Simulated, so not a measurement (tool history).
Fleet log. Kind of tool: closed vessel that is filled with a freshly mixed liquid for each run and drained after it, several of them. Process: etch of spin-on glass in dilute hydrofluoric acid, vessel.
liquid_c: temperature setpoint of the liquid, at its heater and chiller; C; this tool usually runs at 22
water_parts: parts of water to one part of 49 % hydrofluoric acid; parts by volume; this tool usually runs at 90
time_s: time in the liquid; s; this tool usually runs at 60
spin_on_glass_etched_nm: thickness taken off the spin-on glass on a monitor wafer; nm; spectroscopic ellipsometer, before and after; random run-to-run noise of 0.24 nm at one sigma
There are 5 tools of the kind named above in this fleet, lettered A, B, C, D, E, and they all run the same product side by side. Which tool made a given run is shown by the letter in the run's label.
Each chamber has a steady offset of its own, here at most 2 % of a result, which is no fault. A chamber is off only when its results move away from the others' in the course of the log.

run     day  liquid_c  water_parts  time_s  read-back film thickness of the spin-on glass reference wafer, read on the same gauge (nm)  spin_on_glass_etched_nm
 1A   0.371        22           90      60                                                                                      139.99                   31.347
 2C   0.708        22           90      60                                                                                      139.98                   31.077
 3E   1.150        22           90      60                                                                                      140.00                   31.896
 4B   1.721        22           90      60                                                                                      139.97                   31.750
 5D   2.258        22           90      60                                                                                      140.01                   31.296
 6D   2.621        22           90      60                                                                                      139.99                   31.135
 7B   2.900        22           90      60                                                                                      140.01                   32.006
 8E   3.438        22           90      60                                                                                      140.05                   31.571
 9A   3.704        22           90      60                                                                                      140.01                   32.060
10C   4.050        22           90      60                                                                                      140.00                   31.490
11B   4.375        22           90      60                                                                                      140.03                   31.680
12E   4.667        22           90      60                                                                                      139.98                   32.161
13C   4.929        22           90      60                                                                                      140.05                   31.475
14A   5.271        22           90      60                                                                                      140.01                   31.540
15D   5.638        22           90      60                                                                                      140.01                   31.055
16A   6.204        22           90      60                                                                                      139.98                   31.456
17C   6.700        27           90      40                                                                                      139.99                   25.313
18B   7.150        27           90      40                                                                                      140.02                   25.644
19D   7.612        27           90      40                                                                                      139.98                   25.384
20E   8.046        27           90      40                                                                                      139.97                   25.841
21D   8.304        27           90      40                                                                                      139.98                   25.405
22B   8.875        24           90      90                                                                                      140.00                   51.754
23A   9.133        24           90      90                                                                                      139.97                   51.743
24E   9.454        24           90      90                                                                                      140.01                   51.714
25C  10.046        24           90      90                                                                                      140.00                   49.479
26A  10.304        24           90      90                                                                                      139.99                   50.860
27D  10.654        22           90      90                                                                                      140.00                   46.287
28B  10.925        22           90      90                                                                                      140.01                   47.333
29E  11.496        22           90      90                                                                                      139.97                   47.743
30C  11.758        22           90      90                                                                                      139.96                   45.891
31C  12.029        22           90      90                                                                                      140.00                   44.983
32D  12.312        22           90      60                                                                                      140.01                   31.134
     12.383  -- chamber B: hydrofluoric acid flow meter replaced
33B  12.650        22           90      60                                                                                      140.01                   31.703
34E  13.125        22           90      60                                                                                      140.02                   31.813
35A  13.621        22           50      75                                                                                      140.00                   73.041
36E  14.125        22           50      75                                                                                      139.98                   73.777
37C  14.483        22           50      75                                                                                      140.03                   68.452

All 5 chambers run these settings next. Forecast each chamber's results:
38A  14.912        22           90      60                                                                                                                    ?
38B  14.912        22           90      60                                                                                                                    ?
38C  14.912        22           90      60                                                                                                                    ?
38D  14.912        22           90      60                                                                                                                    ?
38E  14.912        22           90      60                                                                                                                    ?

run  spin_on_glass_etched_nm
38A                   31.378
38B                   31.816
38C                   29.800
38D                   30.897
38E                   31.315
